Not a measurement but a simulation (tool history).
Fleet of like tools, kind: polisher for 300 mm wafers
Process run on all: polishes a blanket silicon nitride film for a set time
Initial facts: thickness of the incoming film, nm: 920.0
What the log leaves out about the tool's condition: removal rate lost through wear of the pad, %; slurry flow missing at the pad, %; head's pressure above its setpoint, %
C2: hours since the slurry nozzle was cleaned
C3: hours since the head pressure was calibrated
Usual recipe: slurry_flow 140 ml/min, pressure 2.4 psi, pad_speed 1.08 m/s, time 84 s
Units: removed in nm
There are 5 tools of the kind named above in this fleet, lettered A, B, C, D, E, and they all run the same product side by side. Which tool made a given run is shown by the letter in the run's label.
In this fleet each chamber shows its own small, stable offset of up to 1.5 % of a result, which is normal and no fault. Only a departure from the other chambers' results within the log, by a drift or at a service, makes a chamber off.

{"run": "1D", "day": 0.304, "slurry_flow": 140, "pressure": 2.4, "pad_speed": 1.08, "time": 84, "wafers polished on this pad": 299, "C2": 367.6, "C3": 1011.9, "removed": 109.74}
{"run": "2E", "day": 0.521, "slurry_flow": 140, "pressure": 2.4, "pad_speed": 1.08, "time": 84, "wafers polished on this pad": 361, "C2": 81.7, "C3": 373.7, "removed": 110.02}
{"run": "3B", "day": 0.75, "slurry_flow": 140, "pressure": 2.4, "pad_speed": 1.08, "time": 84, "wafers polished on this pad": 802, "C2": 576.3, "C3": 149.4, "removed": 110.05}
{"day": 0.85, "done": "chamber B: worn pad replaced by a new one"}
{"run": "4A", "day": 1.042, "slurry_flow": 140, "pressure": 2.4, "pad_speed": 1.08, "time": 84, "wafers polished on this pad": 675, "C2": 371.8, "C3": 553.6, "removed": 110.63}
{"run": "5C", "day": 1.229, "slurry_flow": 140, "pressure": 2.4, "pad_speed": 1.08, "time": 84, "wafers polished on this pad": 493, "C2": 291.4, "C3": 766.9, "removed": 109.45}
{"run": "6C", "day": 1.392, "slurry_flow": 115, "pressure": 2.4, "pad_speed": 0.82, "time": 84, "wafers polished on this pad": 518, "C2": 295.3, "C3": 770.8, "removed": 85.011}
{"run": "7D", "day": 1.633, "slurry_flow": 115, "pressure": 2.4, "pad_speed": 0.82, "time": 84, "wafers polished on this pad": 503, "C2": 399.5, "C3": 1043.8, "removed": 84.565}
{"run": "8E", "day": 1.8, "slurry_flow": 115, "pressure": 2.4, "pad_speed": 0.82, "time": 84, "wafers polished on this pad": 558, "C2": 112.4, "C3": 404.4, "removed": 84.319}
{"run": "9A", "day": 2.112, "slurry_flow": 115, "pressure": 2.4, "pad_speed": 0.82, "time": 84, "wafers polished on this pad": 839, "C2": 397.5, "C3": 579.3, "removed": 84.482}
{"run": "10B", "day": 2.312, "slurry_flow": 115, "pressure": 2.4, "pad_speed": 0.82, "time": 84, "wafers polished on this pad": 224, "C2": 613.8, "C3": 186.9, "removed": 82.323}
{"day": 2.542, "done": "chamber B: slurry nozzle cleaned"}
{"run": "11D", "day": 2.612, "slurry_flow": 140, "pressure": 2.4, "pad_speed": 1.08, "time": 84, "wafers polished on this pad": 654, "C2": 423, "C3": 1067.3, "removed": 109.87}
{"run": "12B", "day": 2.912, "slurry_flow": 110, "pressure": 2.4, "pad_speed": 1.08, "time": 84, "wafers polished on this pad": 316, "C2": 9, "C3": 201.3, "removed": 103.81}
{"run": "13C", "day": 3.062, "slurry_flow": 110, "pressure": 2.4, "pad_speed": 1.08, "time": 84, "wafers polished on this pad": 774, "C2": 335.4, "C3": 810.9, "removed": 104.77}
{"run": "14A", "day": 3.354, "slurry_flow": 110, "pressure": 2.4, "pad_speed": 1.08, "time": 84, "wafers polished on this pad": 1030, "C2": 427.3, "C3": 609.1, "removed": 103.36}
{"run": "15E", "day": 3.588, "slurry_flow": 110, "pressure": 2.4, "pad_speed": 1.08, "time": 84, "wafers polished on this pad": 832, "C2": 155.3, "C3": 447.3, "removed": 103.77}
{"run": "16D", "day": 3.833, "slurry_flow": 110, "pressure": 2.4, "pad_speed": 1.08, "time": 84, "wafers polished on this pad": 841, "C2": 452.3, "C3": 1096.6, "removed": 104.57}
{"day": 3.9, "done": "chamber D: slurry nozzle cleaned"}
{"run": "17E", "day": 4.083, "slurry_flow": 140, "pressure": 2.4, "pad_speed": 1.08, "time": 84, "wafers polished on this pad": 908, "C2": 167.2, "C3": 459.2, "removed": 110.3}
{"day": 4.125, "done": "chamber D: head pressure recalibrated"}
{"day": 4.321, "done": "chamber A: head pressure recalibrated"}
{"day": 4.383, "done": "chamber C: worn pad replaced by a new one"}
{"run": "18B", "day": 4.4, "slurry_flow": 140, "pressure": 2.4, "pad_speed": 1.08, "time": 84, "wafers polished on this pad": 545, "C2": 44.7, "C3": 237, "removed": 107.81}
{"day": 4.579, "done": "chamber E: worn pad replaced by a new one"}
{"run": "19A", "day": 4.608, "slurry_flow": 140, "pressure": 2.4, "pad_speed": 1.08, "time": 84, "wafers polished on this pad": 1223, "C2": 457.4, "C3": 6.9, "removed": 107.89}
{"run": "20C", "day": 4.883, "slurry_flow": 140, "pressure": 2.4, "pad_speed": 1.08, "time": 84, "wafers polished on this pad": 76, "C2": 379.1, "C3": 854.6, "removed": 109.52}
{"run": "21B", "day": 5.1, "slurry_flow": 140, "pressure": 2.4, "pad_speed": 1.08, "time": 84, "wafers polished on this pad": 652, "C2": 61.5, "C3": 253.8, "removed": 108.32}
{"run": "22D", "day": 5.267, "slurry_flow": 140, "pressure": 2.4, "pad_speed": 1.08, "time": 84, "wafers polished on this pad": 1061, "C2": 32.8, "C3": 27.5, "removed": 109.84}
{"run": "23C", "day": 5.525, "slurry_flow": 140, "pressure": 2.4, "pad_speed": 1.08, "time": 84, "wafers polished on this pad": 175, "C2": 394.5, "C3": 870, "removed": 110.91}
{"run": "24E", "day": 5.808, "slurry_flow": 140, "pressure": 2.4, "pad_speed": 1.08, "time": 84, "wafers polished on this pad": 189, "C2": 208.6, "C3": 500.6, "removed": 110.08}
{"run": "25A", "day": 6.092, "slurry_flow": 140, "pressure": 2.4, "pad_speed": 1.08, "time": 84, "wafers polished on this pad": 1450, "C2": 493, "C3": 42.5, "removed": 104.04}
{"day": 6.262, "done": "chamber D: worn pad replaced by a new one"}
{"run": "26A", "day": 6.329, "slurry_flow": 140, "pressure": 2.1, "pad_speed": 1.08, "time": 111, "wafers polished on this pad": 1487, "C2": 498.7, "C3": 48.2, "removed": 120.2}
{"run": "27D", "day": 6.483, "slurry_flow": 140, "pressure": 2.1, "pad_speed": 1.08, "time": 111, "wafers polished on this pad": 34, "C2": 62, "C3": 56.7, "removed": 126.78}
{"run": "28E", "day": 6.692, "slurry_flow": 140, "pressure": 2.1, "pad_speed": 1.08, "time": 111, "wafers polished on this pad": 324, "C2": 229.8, "C3": 521.8, "removed": 126.3}
{"run": "29B", "day": 6.938, "slurry_flow": 140, "pressure": 2.1, "pad_speed": 1.08, "time": 111, "wafers polished on this pad": 934, "C2": 105.6, "C3": 297.9, "removed": 124.49}
{"run": "30C", "day": 7.125, "slurry_flow": 140, "pressure": 2.1, "pad_speed": 1.08, "time": 111, "wafers polished on this pad": 421, "C2": 432.9, "C3": 908.4, "removed": 127.79}

For the next run the whole fleet of 5 chambers uses the same settings. Give each chamber's results:
{"run": "31A", "day": 7.358, "slurry_flow": 140, "pressure": 2.4, "pad_speed": 1.08, "time": 84, "removed": "?"}
{"run": "31B", "day": 7.358, "slurry_flow": 140, "pressure": 2.4, "pad_speed": 1.08, "time": 84, "removed": "?"}
{"run": "31C", "day": 7.358, "slurry_flow": 140, "pressure": 2.4, "pad_speed": 1.08, "time": 84, "removed": "?"}
{"run": "31D", "day": 7.358, "slurry_flow": 140, "pressure": 2.4, "pad_speed": 1.08, "time": 84, "removed": "?"}
{"run": "31E", "day": 7.358, "slurry_flow": 140, "pressure": 2.4, "pad_speed": 1.08, "time": 84, "removed": "?"}

run=31A removed=100.4
run=31B removed=109.19
run=31C removed=111.1
run=31D removed=109.86
run=31E removed=111.6
